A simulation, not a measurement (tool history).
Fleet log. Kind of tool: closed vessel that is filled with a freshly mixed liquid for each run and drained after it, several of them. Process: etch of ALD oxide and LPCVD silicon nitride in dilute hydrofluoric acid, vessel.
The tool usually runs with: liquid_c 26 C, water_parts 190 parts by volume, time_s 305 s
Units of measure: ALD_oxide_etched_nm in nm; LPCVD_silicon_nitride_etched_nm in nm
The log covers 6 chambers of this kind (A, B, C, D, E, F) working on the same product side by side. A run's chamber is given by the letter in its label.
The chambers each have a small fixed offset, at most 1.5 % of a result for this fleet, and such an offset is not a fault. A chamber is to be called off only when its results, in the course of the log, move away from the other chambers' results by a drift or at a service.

run	day	liquid_c	water_parts	time_s	hours since the thermometer was replaced	hours since the hydrofluoric acid flow meter was replaced	read-back film thickness of the ALD oxide reference wafer, read on the same gauge (nm)	read-back film thickness of the LPCVD silicon nitride reference wafer, read on the same gauge (nm)	ALD_oxide_etched_nm	LPCVD_silicon_nitride_etched_nm
1B	0.233	26	190	305	2240.7	426.1	79.996	90.025	22.124	0.97699
2D	0.521	26	190	305	191.5	2004.1	80.002	90.017	22.223	1.0046
3A	0.767	26	190	305	488.2	1484	79.989	89.951	22.182	0.99979
4F	0.908	26	190	305	60.2	570.9	80.013	89.967	22.421	0.98147
5E	1.138	26	190	305	1906.3	343.2	80.021	90.021	22.401	0.98578
6C	1.317	26	190	305	1146.2	1461.4	79.975	89.944	22.399	1.0199
7D	1.521	26	190	305	215.5	2028.1	79.986	90.051	22.357	0.99553
8F	1.679	26	190	305	78.7	589.4	79.956	90.016	22.568	0.99525
9B	1.896	26	190	305	2280.6	466	79.989	90.018	22.159	0.99664
10C	2.112	26	190	305	1165.3	1480.5	79.995	89.999	22.126	0.99515
11A	2.254	26	190	305	523.9	1519.7	80.013	89.993	21.967	0.9295
12E	2.462	26	190	305	1938.1	375	79.986	90.021	22.56	0.97363
13F	2.712	26	190	305	103.5	614.2	80.034	89.999	22.301	0.97834
14D	2.967	26	190	305	250.2	2062.8	80.019	90.043	22.175	1.0101
15B	3.162	26	190	305	2311	496.4	79.988	89.971	22.03	0.93617
16E	3.338	26	220	430	1959.1	396	79.995	90.002	26.439	1.2397
17A	3.554	26	220	430	555.1	1550.9	80.001	89.986	26.36	1.1764
# day 3.596: chamber D: hydrofluoric acid flow meter replaced
18C	3.683	26	220	430	1203	1518.2	80.008	89.98	26.266	1.1884
19E	3.858	26	220	430	1971.6	408.5	79.998	90.006	26.053	1.2073
20F	4.079	26	220	430	136.3	647	80.009	89.95	26.654	1.1616
21B	4.208	26	220	430	2336.1	521.5	79.981	89.996	26.076	1.2088
22C	4.471	26	190	305	1221.9	1537.1	79.998	89.977	22.325	1.0151
23A	4.712	26	190	305	582.9	1578.7	79.994	90.002	22.28	0.97341
24D	4.929	26	190	305	297.3	32	79.997	90.038	22.201	0.97992
25C	5.058	26	190	305	1236	1551.2	80.025	89.988	22.058	0.98908
26A	5.354	26	190	305	598.3	1594.1	80.007	90.023	22.308	0.95029
27B	5.521	26	190	305	2367.6	553	80.019	89.96	22.262	0.97228
28F	5.721	26	190	305	175.7	686.4	79.993	89.989	22.698	0.97109
29D	5.892	26	190	305	320.4	55.1	79.993	90.022	22.265	0.98712
30E	6.188	26	190	305	2027.5	464.4	80.014	89.972	21.568	0.93912
31A	6.433	26	190	305	624.2	1620	80.003	89.978	22.002	0.97109
32F	6.617	26	190	305	197.2	707.9	79.993	89.973	22.679	0.9645
33E	6.754	26	190	305	2041.1	478	80.02	90.011	21.45	0.8881
34C	6.938	26	190	305	1281.1	1596.3	80.006	90.008	22.183	0.98136
35B	7.192	26	190	305	2407.7	593.1	80.006	90.004	22.376	0.96611
36D	7.446	26	190	305	357.7	92.4	79.962	90.022	22.089	0.95425
37F	7.612	26	190	305	221.1	731.8	80.01	90.031	22.368	1.0002

Has any chamber moved away from the others, gradually or after a service, or does the common gauge drift, or do the chambers differ only by their own small steady offsets? State the chamber and the most likely cause if one applies.

It is chamber E that slowly wanders off from its peers.
Most likely cause: liquid colder than its thermometer reads (K) = 1.45.

Below are 4 candidate recipes for chamber E's next run, each the usual settings with a change, their results shown as question marks. Which of them brings E's results back in line with what the other chambers give on the usual settings?
In line here means within this much of the mean the other chambers give on the usual settings: ALD_oxide_etched_nm 0.5 nm; LPCVD_silicon_nitride_etched_nm 0.073 nm
38E-1	7.825	28	200	330					?	?
38E-2	7.825	25	185	290					?	?
38E-3	7.825	27	195	320					?	?
38E-4	7.825	24	180	280					?	?

The other chambers' mean on the usual settings: ALD_oxide_etched_nm 22.276 nm; LPCVD_silicon_nitride_etched_nm 0.97822 nm
run	ALD_oxide_etched_nm	LPCVD_silicon_nitride_etched_nm
38E-1	23.279	1.045
38E-2	20.093	0.81899
38E-3	22.436	0.97539
38E-4	19.292	0.76124
38E-3 puts the chamber back in line with the other chambers.

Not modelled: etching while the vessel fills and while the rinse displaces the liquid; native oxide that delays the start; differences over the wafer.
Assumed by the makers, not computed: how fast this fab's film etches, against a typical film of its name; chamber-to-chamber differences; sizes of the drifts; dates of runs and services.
